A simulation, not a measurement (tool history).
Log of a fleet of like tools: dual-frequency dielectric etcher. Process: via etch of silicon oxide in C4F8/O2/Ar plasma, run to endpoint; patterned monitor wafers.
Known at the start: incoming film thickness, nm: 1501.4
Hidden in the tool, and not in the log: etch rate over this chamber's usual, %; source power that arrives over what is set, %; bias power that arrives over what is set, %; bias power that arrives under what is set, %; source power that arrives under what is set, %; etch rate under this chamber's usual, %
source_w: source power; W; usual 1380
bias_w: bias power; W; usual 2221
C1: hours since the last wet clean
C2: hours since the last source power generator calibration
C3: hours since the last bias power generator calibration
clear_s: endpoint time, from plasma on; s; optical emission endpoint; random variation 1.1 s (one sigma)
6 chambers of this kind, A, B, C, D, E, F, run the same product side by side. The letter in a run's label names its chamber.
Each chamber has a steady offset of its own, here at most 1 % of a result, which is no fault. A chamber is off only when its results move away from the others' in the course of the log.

run 1D hour=5.8 | source_w=1380 bias_w=2221 | C1=111.2 C2=2124.8 C3=3765.5 | clear_s=333.36
run 2A hour=11.8 | source_w=1380 bias_w=2221 | C1=292.1 C2=2748.9 C3=1022.5 | clear_s=334.55
run 3C hour=16.2 | source_w=1380 bias_w=2221 | C1=422.9 C2=2367.9 C3=3161.7 | clear_s=331.81
run 4F hour=21.1 | source_w=1380 bias_w=2221 | C1=97.8 C2=655.4 C3=2974.0 | clear_s=329.98
run 5E hour=26.4 | source_w=1380 bias_w=2221 | C1=53.4 C2=3818.2 C3=2448.9 | clear_s=333.88
-- hour=30.6 chamber F: bias power generator calibrated
run 6B hour=31.6 | source_w=1380 bias_w=2221 | C1=157.5 C2=2712.5 C3=1506.0 | clear_s=334.22
run 7B hour=37.2 | source_w=1230 bias_w=2482 | C1=163.1 C2=2718.1 C3=1511.6 | clear_s=336.72
run 8F hour=42.9 | source_w=1230 bias_w=2482 | C1=119.6 C2=677.2 C3=12.3 | clear_s=337.33
run 9C hour=50.1 | source_w=1230 bias_w=2482 | C1=456.8 C2=2401.8 C3=3195.6 | clear_s=335.31
run 10E hour=54.0 | source_w=1230 bias_w=2482 | C1=81.0 C2=3845.8 C3=2476.5 | clear_s=335.14
run 11A hour=59.5 | source_w=1230 bias_w=2482 | C1=339.8 C2=2796.6 C3=1070.2 | clear_s=337.73
run 12D hour=63.2 | source_w=1230 bias_w=2482 | C1=168.6 C2=2182.2 C3=3822.9 | clear_s=338.01
run 13C hour=69.9 | source_w=1380 bias_w=2221 | C1=476.6 C2=2421.6 C3=3215.4 | clear_s=332.80
run 14F hour=76.1 | source_w=1120 bias_w=2761 | C1=152.8 C2=710.4 C3=45.5 | clear_s=340.53
run 15A hour=84.3 | source_w=1120 bias_w=2761 | C1=364.6 C2=2821.4 C3=1095.0 | clear_s=337.62
run 16D hour=89.2 | source_w=1120 bias_w=2761 | C1=194.6 C2=2208.2 C3=3848.9 | clear_s=338.48
run 17B hour=93.0 | source_w=1120 bias_w=2761 | C1=218.9 C2=2773.9 C3=1567.4 | clear_s=339.45
run 18E hour=99.8 | source_w=1120 bias_w=2761 | C1=126.8 C2=3891.6 C3=2522.3 | clear_s=339.93
run 19B hour=106.9 | source_w=1120 bias_w=2761 | C1=232.8 C2=2787.8 C3=1581.3 | clear_s=336.74
-- hour=112.0 chamber A: wet clean of the chamber
run 20C hour=113.0 | source_w=1380 bias_w=2221 | C1=519.7 C2=2464.7 C3=3258.5 | clear_s=332.27
run 21D hour=120.3 | source_w=1380 bias_w=2221 | C1=225.7 C2=2239.3 C3=3880.0 | clear_s=334.51
run 22F hour=127.6 | source_w=1380 bias_w=2615 | C1=204.3 C2=761.9 C3=97.0 | clear_s=322.09
run 23E hour=134.1 | source_w=1380 bias_w=2615 | C1=161.1 C2=3925.9 C3=2556.6 | clear_s=318.32
run 24A hour=142.0 | source_w=1380 bias_w=2615 | C1=30.0 C2=2879.1 C3=1152.7 | clear_s=319.70
run 25B hour=148.3 | source_w=1380 bias_w=2615 | C1=274.2 C2=2829.2 C3=1622.7 | clear_s=316.64
run 26E hour=152.0 | source_w=1380 bias_w=2615 | C1=179.0 C2=3943.8 C3=2574.5 | clear_s=317.29
run 27F hour=159.1 | source_w=1380 bias_w=2615 | C1=235.8 C2=793.4 C3=128.5 | clear_s=324.21
run 28D hour=165.3 | source_w=1380 bias_w=1892 | C1=270.7 C2=2284.3 C3=3925.0 | clear_s=349.35
run 29C hour=169.4 | source_w=1380 bias_w=1892 | C1=576.1 C2=2521.1 C3=3314.9 | clear_s=349.64
-- hour=170.9 chamber C: wet clean of the chamber
run 30A hour=175.2 | source_w=1380 bias_w=1892 | C1=63.2 C2=2912.3 C3=1185.9 | clear_s=351.13
run 31F hour=179.0 | source_w=1380 bias_w=1892 | C1=255.7 C2=813.3 C3=148.4 | clear_s=357.42
run 32E hour=184.0 | source_w=1380 bias_w=1892 | C1=211.0 C2=3975.8 C3=2606.5 | clear_s=350.39
run 33C hour=187.6 | source_w=1380 bias_w=1892 | C1=16.7 C2=2539.3 C3=3333.1 | clear_s=347.95
run 34B hour=195.1 | source_w=1380 bias_w=2221 | C1=321.0 C2=2876.0 C3=1669.5 | clear_s=333.99
run 35D hour=200.0 | source_w=1380 bias_w=2221 | C1=305.4 C2=2319.0 C3=3959.7 | clear_s=333.52
run 36A hour=207.4 | source_w=1380 bias_w=2221 | C1=95.4 C2=2944.5 C3=1218.1 | clear_s=334.30
run 37B hour=214.0 | source_w=1380 bias_w=2746 | C1=339.9 C2=2894.9 C3=1688.4 | clear_s=311.45

Is one chamber off against the others, does the gauge drift, or is nothing wrong? If a chamber is off, say which, and what the likeliest cause is.

Chamber F drifts away from the others.
Cause: etch rate under this chamber's usual, % = 3.93.

Here are 4 candidates for chamber F's next run, each the usual settings with a change, their results left as question marks. Which one brings its results back in line with what the others give on the usual settings?
In line means no further than this from the other chambers' mean on the usual settings: clear_s 3.70 s
run 38F-1 hour=219.9 | source_w=1380 bias_w=2124 | clear_s=?
run 38F-2 hour=219.9 | source_w=1450 bias_w=2312 | clear_s=?
run 38F-3 hour=219.9 | source_w=1410 bias_w=2257 | clear_s=?
run 38F-4 hour=219.9 | source_w=1310 bias_w=2130 | clear_s=?

The other chambers' mean on the usual settings: clear_s 333.36 s
run=38F-1 clear_s=348.88
run=38F-2 clear_s=333.65
run=38F-3 clear_s=339.77
run=38F-4 clear_s=355.82
38F-2 brings the chamber back in line.

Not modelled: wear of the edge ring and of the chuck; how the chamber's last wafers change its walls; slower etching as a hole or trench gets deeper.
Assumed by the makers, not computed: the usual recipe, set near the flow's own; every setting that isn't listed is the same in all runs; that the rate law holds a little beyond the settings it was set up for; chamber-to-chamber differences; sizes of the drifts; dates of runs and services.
